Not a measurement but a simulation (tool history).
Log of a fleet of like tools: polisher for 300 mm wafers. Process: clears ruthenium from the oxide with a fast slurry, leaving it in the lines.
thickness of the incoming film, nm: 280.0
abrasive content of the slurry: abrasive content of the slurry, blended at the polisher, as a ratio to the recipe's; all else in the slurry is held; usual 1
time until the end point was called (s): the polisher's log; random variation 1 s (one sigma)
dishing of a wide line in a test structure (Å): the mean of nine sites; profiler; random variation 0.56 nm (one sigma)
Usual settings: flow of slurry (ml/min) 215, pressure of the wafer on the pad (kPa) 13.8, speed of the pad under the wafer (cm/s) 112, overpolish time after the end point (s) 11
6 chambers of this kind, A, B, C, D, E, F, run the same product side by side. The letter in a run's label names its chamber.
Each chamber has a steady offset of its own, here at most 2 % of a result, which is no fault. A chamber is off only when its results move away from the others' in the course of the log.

| run | day | flow of slurry (ml/min) | pressure of the wafer on the pad (kPa) | speed of the pad under the wafer (cm/s) | abrasive content of the slurry | overpolish time after the end point (s) | wafers polished on this pad | hours since the slurry nozzle was cleaned | hours since the head pressure was calibrated | hours since the slurry blender was calibrated | time until the end point was called (s) | dishing of a wide line in a test structure (Å) |
|---|---|---|---|---|---|---|---|---|---|---|---|---|
| 1B | 0.258 | 215 | 13.8 | 112 | 1 | 11 | 190 | 368.2 | 449.6 | 154.5 | 74.539 | 237.15 |
| 2A | 0.538 | 215 | 13.8 | 112 | 1 | 11 | 627 | 159.2 | 689.7 | 29.2 | 70.575 | 235.93 |
|  | 0.583 | chamber A: head pressure recalibrated |
| 3C | 0.742 | 215 | 13.8 | 112 | 1 | 11 | 1020 | 402.8 | 147.9 | 86.1 | 71.015 | 233.1 |
| 4E | 0.938 | 215 | 13.8 | 112 | 1 | 11 | 660 | 52.4 | 1023.9 | 132.3 | 72.708 | 237.66 |
|  | 0.992 | chamber E: worn pad replaced by a new one |
| 5F | 1.188 | 215 | 13.8 | 140 | 1 | 14 | 1140 | 59.6 | 193.2 | 135.6 | 57.885 | 287.6 |
|  | 1.267 | chamber F: worn pad replaced by a new one |
|  | 1.288 | chamber A: worn pad replaced by a new one |
| 6D | 1.429 | 215 | 13.8 | 140 | 1 | 14 | 590 | 96.6 | 400.9 | 41 | 56.91 | 285.61 |
|  | 1.517 | chamber C: worn pad replaced by a new one |
| 7C | 1.662 | 215 | 13.8 | 140 | 1 | 14 | 42 | 424.9 | 170 | 108.2 | 57.627 | 290.33 |
| 8F | 1.846 | 215 | 13.8 | 140 | 1 | 14 | 167 | 75.4 | 209 | 151.4 | 57.907 | 279.95 |
| 9A | 2.058 | 215 | 13.8 | 140 | 1 | 14 | 224 | 195.7 | 35.4 | 65.7 | 57.719 | 299.29 |
| 10B | 2.242 | 215 | 13.8 | 140 | 1 | 14 | 765 | 415.8 | 497.2 | 202.1 | 58.632 | 283.93 |
| 11E | 2.492 | 215 | 13.8 | 112 | 1 | 11 | 435 | 89.7 | 1061.2 | 169.6 | 72.163 | 236.62 |
| 12D | 2.683 | 215 | 13.8 | 112 | 1 | 11 | 954 | 126.7 | 431 | 71.1 | 73.254 | 233.11 |
| 13D | 2.817 | 215 | 13.8 | 112 | 1 | 11 | 993 | 129.9 | 434.2 | 74.3 | 74.119 | 251.26 |
|  | 2.862 | chamber D: worn pad replaced by a new one |
|  | 2.904 | chamber B: worn pad replaced by a new one |
| 14C | 3.008 | 215 | 13.8 | 112 | 1 | 11 | 433 | 457.2 | 202.3 | 140.5 | 72.609 | 237.13 |
| 15F | 3.146 | 215 | 13.8 | 112 | 1 | 11 | 544 | 106.6 | 240.2 | 182.6 | 71.206 | 234.72 |
| 16E | 3.279 | 215 | 13.8 | 112 | 1 | 11 | 663 | 108.6 | 1080.1 | 188.5 | 71.937 | 236.64 |
| 17A | 3.508 | 215 | 13.8 | 112 | 1 | 11 | 645 | 230.5 | 70.2 | 100.5 | 72.901 | 240.14 |
|  | 3.658 | chamber E: worn pad replaced by a new one |
| 18B | 3.804 | 215 | 13.8 | 112 | 1 | 11 | 261 | 453.3 | 534.7 | 239.6 | 73.481 | 236.23 |
|  | 3.854 | chamber A: worn pad replaced by a new one |
| 19B | 3.971 | 215 | 13.8 | 112 | 1 | 11 | 310 | 457.3 | 538.7 | 243.6 | 74.724 | 243.36 |
| 20D | 4.1 | 215 | 13.8 | 112 | 1 | 11 | 358 | 160.7 | 465 | 105.1 | 72.19 | 239.36 |
|  | 4.225 | chamber E: slurry blender recalibrated |
| 21F | 4.296 | 215 | 13.8 | 112 | 1 | 11 | 878 | 134.2 | 267.8 | 210.2 | 71.31 | 237.53 |
| 22E | 4.479 | 215 | 13.8 | 112 | 1 | 11 | 239 | 137.4 | 1108.9 | 6.2 | 73.819 | 239.86 |
| 23A | 4.625 | 215 | 13.8 | 112 | 1 | 11 | 224 | 257.3 | 97 | 127.3 | 71.692 | 233.77 |
| 24C | 4.767 | 215 | 13.8 | 112 | 1 | 11 | 943 | 499.4 | 244.5 | 182.7 | 72.768 | 234.42 |
|  | 4.888 | chamber F: worn pad replaced by a new one |
| 25D | 5.071 | 215 | 13.8 | 112 | 1 | 11 | 640 | 184 | 488.3 | 128.4 | 70.988 | 244.1 |
| 26A | 5.238 | 215 | 13.8 | 112 | 1 | 11 | 401 | 272 | 111.7 | 142 | 70.88 | 239.66 |
| 27E | 5.4 | 215 | 13.8 | 112 | 1 | 11 | 506 | 159.5 | 1131 | 28.3 | 72.023 | 235.57 |
|  | 5.471 | chamber A: slurry blender recalibrated |
| 28F | 5.542 | 215 | 13.8 | 112 | 1 | 11 | 190 | 164.1 | 297.7 | 240.1 | 73.793 | 230.07 |
| 29C | 5.746 | 215 | 13.8 | 112 | 1 | 11 | 1227 | 522.9 | 268 | 206.2 | 72.539 | 234.95 |
|  | 5.779 | chamber F: slurry blender recalibrated |
|  | 5.788 | chamber C: worn pad replaced by a new one |
|  | 5.875 | chamber D: worn pad replaced by a new one |
|  | 5.921 | chamber B: worn pad replaced by a new one |
| 30B | 5.942 | 215 | 13.8 | 112 | 1 | 11 | 6 | 504.6 | 586 | 290.9 | 74.85 | 236.27 |
|  | 5.946 | chamber E: worn pad replaced by a new one |
| 31B | 6.208 | 215 | 13.8 | 112 | 1 | 11 | 83 | 511 | 592.4 | 297.3 | 74.097 | 231.87 |
| 32A | 6.508 | 215 | 13.8 | 112 | 1 | 11 | 770 | 302.5 | 142.2 | 25 | 73.479 | 243 |
| 33C | 6.683 | 215 | 13.8 | 112 | 1 | 11 | 259 | 545.4 | 290.5 | 228.7 | 72.6 | 241.88 |
| 34F | 6.825 | 215 | 13.8 | 112 | 1 | 16 | 562 | 194.9 | 328.5 | 25.2 | 72.953 | 285.48 |
| 35E | 7.042 | 215 | 13.8 | 112 | 1 | 16 | 318 | 198.9 | 1170.4 | 67.7 | 71.313 | 281.07 |
| 36D | 7.217 | 215 | 13.8 | 112 | 1 | 16 | 389 | 235.5 | 539.8 | 179.9 | 73.263 | 278.56 |

Is one chamber off against the others, does the gauge drift, or is nothing wrong? If a chamber is off, say which, and what the likeliest cause is.

No chamber stands off beyond its own small offset, and the gauge holds steady.
